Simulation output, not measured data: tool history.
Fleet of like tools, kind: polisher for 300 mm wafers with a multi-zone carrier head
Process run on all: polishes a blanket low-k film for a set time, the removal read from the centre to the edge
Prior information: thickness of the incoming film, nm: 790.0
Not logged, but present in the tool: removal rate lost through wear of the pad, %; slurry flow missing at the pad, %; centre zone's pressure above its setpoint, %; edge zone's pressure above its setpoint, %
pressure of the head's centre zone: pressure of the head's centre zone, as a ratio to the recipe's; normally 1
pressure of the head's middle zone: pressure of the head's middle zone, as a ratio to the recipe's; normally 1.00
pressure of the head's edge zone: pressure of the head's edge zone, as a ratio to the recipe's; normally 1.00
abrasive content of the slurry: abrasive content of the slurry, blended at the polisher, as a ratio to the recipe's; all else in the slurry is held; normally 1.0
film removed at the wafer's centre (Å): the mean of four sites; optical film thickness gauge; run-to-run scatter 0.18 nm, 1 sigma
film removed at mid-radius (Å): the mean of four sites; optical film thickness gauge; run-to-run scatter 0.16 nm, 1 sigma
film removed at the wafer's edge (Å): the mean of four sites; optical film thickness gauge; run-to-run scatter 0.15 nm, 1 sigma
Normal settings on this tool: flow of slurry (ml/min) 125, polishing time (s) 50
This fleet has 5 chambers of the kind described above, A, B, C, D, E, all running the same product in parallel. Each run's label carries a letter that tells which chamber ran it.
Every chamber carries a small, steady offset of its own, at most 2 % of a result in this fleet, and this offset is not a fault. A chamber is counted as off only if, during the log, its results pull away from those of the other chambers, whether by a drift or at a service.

run	hour	flow of slurry (ml/min)	pressure of the head's centre zone	pressure of the head's middle zone	pressure of the head's edge zone	abrasive content of the slurry	polishing time (s)	wafers polished on this pad	hours since the slurry nozzle was cleaned	hours since the centre zone pressure was calibrated	hours since the edge zone pressure was calibrated	film removed at the wafer's centre (Å)	film removed at mid-radius (Å)	film removed at the wafer's edge (Å)
1D	13.3	125	1	1.00	1.00	1.0	50	1443	279.6	429.6	29.6	145.00	141.63	144.41
# hour 22.0: chamber B: slurry nozzle cleaned
2B	26.6	125	1	1.00	1.00	1.0	50	730	4.7	487.3	723.7	142.55	141.40	145.37
# hour 27.0: chamber D: worn pad replaced by a new one
3E	35.9	125	1	1.00	1.00	1.0	50	1232	476.7	1020.6	794.5	143.68	144.67	141.11
# hour 46.2: chamber E: centre zone pressure recalibrated
4A	47.7	125	1	1.00	1.00	1.0	50	1151	166.6	290.3	1507.2	142.57	141.97	143.56
# hour 48.7: chamber A: edge zone pressure recalibrated
# hour 53.6: chamber E: worn pad replaced by a new one
# hour 61.1: chamber A: worn pad replaced by a new one
5C	61.2	125	1	1.00	1.00	1.0	50	1742	100.4	127.3	560.2	142.39	144.79	141.86
# hour 69.7: chamber B: worn pad replaced by a new one
6E	74.1	125	1	1.00	1.00	1.0	60	345	514.9	28.0	832.7	173.17	171.32	172.99
7C	82.3	125	1	1.00	1.00	1.0	60	2097	121.5	148.4	581.3	166.97	173.02	167.71
8B	91.7	125	1	1.00	1.00	1.0	60	371	69.8	552.4	788.8	171.69	169.28	173.12
# hour 104.0: chamber D: worn pad replaced by a new one
9A	104.0	125	1	1.00	1.00	1.0	60	722	222.9	346.6	55.3	171.52	173.41	170.57
10D	113.3	125	1	1.00	1.00	1.0	60	156	379.6	529.6	129.6	173.31	173.76	172.27
11D	123.2	125	1	1.00	1.00	1.0	50	323	389.5	539.5	139.5	145.76	143.35	146.46
12A	131.1	100	1	1.10	1.00	1.0	50	1178	250.0	373.7	82.4	130.51	144.81	136.94
# hour 134.8: chamber E: edge zone pressure recalibrated
# hour 141.7: chamber A: worn pad replaced by a new one
13E	145.1	100	1	1.10	1.00	1.0	50	1540	585.9	99.0	10.4	133.50	150.85	136.83
# hour 146.2: chamber E: worn pad replaced by a new one
# hour 151.2: chamber B: worn pad replaced by a new one
# hour 156.0: chamber C: edge zone pressure recalibrated
14B	157.9	100	1	1.10	1.00	1.0	50	113	136.0	618.6	855.0	133.31	147.07	138.05
15C	167.0	100	1	1.10	1.00	1.0	50	3522	206.2	233.1	11.0	129.77	148.83	135.72
# hour 176.6: chamber D: centre zone pressure recalibrated
16D	180.9	100	1	1.10	1.00	1.0	50	1293	447.2	4.4	197.2	132.61	146.21	141.44
# hour 187.3: chamber D: worn pad replaced by a new one
17B	189.7	125	1	1.00	1.00	1.0	50	648	167.8	650.4	886.8	142.25	141.29	139.44
18E	199.0	125	1	1.00	1.00	1.0	50	889	639.8	152.9	64.3	143.20	142.49	144.04
19C	207.5	125	1	1.00	1.00	1.0	50	4203	246.7	273.6	51.5	140.41	140.51	137.92
20A	215.7	125	1	1.00	1.00	1.0	50	1246	334.6	458.3	167.0	139.30	144.85	143.84
21D	225.4	125	1	1.00	1.00	1.0	50	642	491.7	48.9	241.7	140.84	141.66	143.34
# hour 226.7: chamber B: worn pad replaced by a new one
22A	232.5	125	1	1.00	1.00	1.0	50	1529	351.4	475.1	183.8	143.18	144.06	146.42
# hour 233.0: chamber E: worn pad replaced by a new one
# hour 240.7: chamber A: worn pad replaced by a new one
23C	243.3	125	1	1.00	1.00	1.0	50	4805	282.5	309.4	87.3	139.06	137.50	137.94
24E	254.9	125	1	1.00	1.00	1.0	50	369	695.7	208.8	120.2	140.94	141.62	145.35
25B	263.5	125	1	1.00	1.00	1.0	50	619	241.6	724.2	960.6	140.44	140.43	142.71
# hour 269.0: chamber B: slurry nozzle cleaned
# hour 271.4: chamber D: slurry nozzle cleaned
26C	277.3	125	1	1.00	1.00	1.0	50	5377	316.5	343.4	121.3	133.54	139.27	135.72
# hour 285.4: chamber D: worn pad replaced by a new one
27A	288.6	125	1	1.00	1.00	1.0	50	805	407.5	531.2	239.9	139.45	141.18	146.40
# hour 302.0: chamber B: worn pad replaced by a new one
28D	303.3	125	1	1.00	1.00	1.0	50	302	31.9	126.8	319.6	145.01	142.03	145.84
29B	311.9	125	1	1.00	1.00	1.0	50	168	42.9	772.6	1009.0	141.79	142.15	141.42
# hour 322.7: chamber E: worn pad replaced by a new one
30E	325.9	125	1	1.00	1.00	1.0	50	55	766.7	279.8	191.2	146.93	145.14	144.61
# hour 332.5: chamber A: worn pad replaced by a new one
31B	338.8	125	1	1.00	1.00	1.0	50	620	69.8	799.5	1035.9	138.60	139.17	145.04
32C	349.7	125	1	1.00	1.00	1.0	50	6595	388.9	415.8	193.7	133.46	134.65	132.28
# hour 358.7: chamber E: slurry nozzle cleaned
33D	364.0	125	1	1.00	1.00	1.0	50	1323	92.6	187.5	380.3	142.05	141.29	143.19
34E	377.8	125	1	1.00	1.00	1.0	50	928	19.2	331.7	243.1	145.63	144.36	143.04
# hour 381.6: chamber D: worn pad replaced by a new one
35A	393.5	125	1	1.04	0.94	1.0	50	1027	512.4	636.1	344.8	143.16	148.18	138.32
# hour 400.9: chamber A: slurry nozzle cleaned
36A	403.9	125	1	1.04	0.94	1.0	50	1202	3.0	646.5	355.2	143.67	148.50	139.22
37D	414.3	125	1	1.04	0.94	1.0	50	550	142.9	237.8	430.6	145.84	148.98	139.32
# hour 417.1: chamber E: worn pad replaced by a new one
38C	425.6	125	1	1.04	0.94	1.0	50	7872	464.8	491.7	269.6	131.65	133.39	129.08
39E	438.9	125	1	1.04	0.94	1.0	50	368	80.3	392.8	304.2	145.34	148.18	138.81

For the next run the whole fleet of 5 chambers uses the same settings. Give each chamber's results:
40A	450.1	125	1	1.00	1.00	1.1	50					?	?	?
40B	450.1	125	1	1.00	1.00	1.1	50					?	?	?
40C	450.1	125	1	1.00	1.00	1.1	50					?	?	?
40D	450.1	125	1	1.00	1.00	1.1	50					?	?	?
40E	450.1	125	1	1.00	1.00	1.1	50					?	?	?

run	film removed at the wafer's centre (Å)	film removed at mid-radius (Å)	film removed at the wafer's edge (Å)
40A	145.06	149.10	149.93
40B	145.20	144.01	144.99
40C	137.11	135.46	137.54
40D	152.02	149.03	152.34
40E	147.73	149.82	147.81
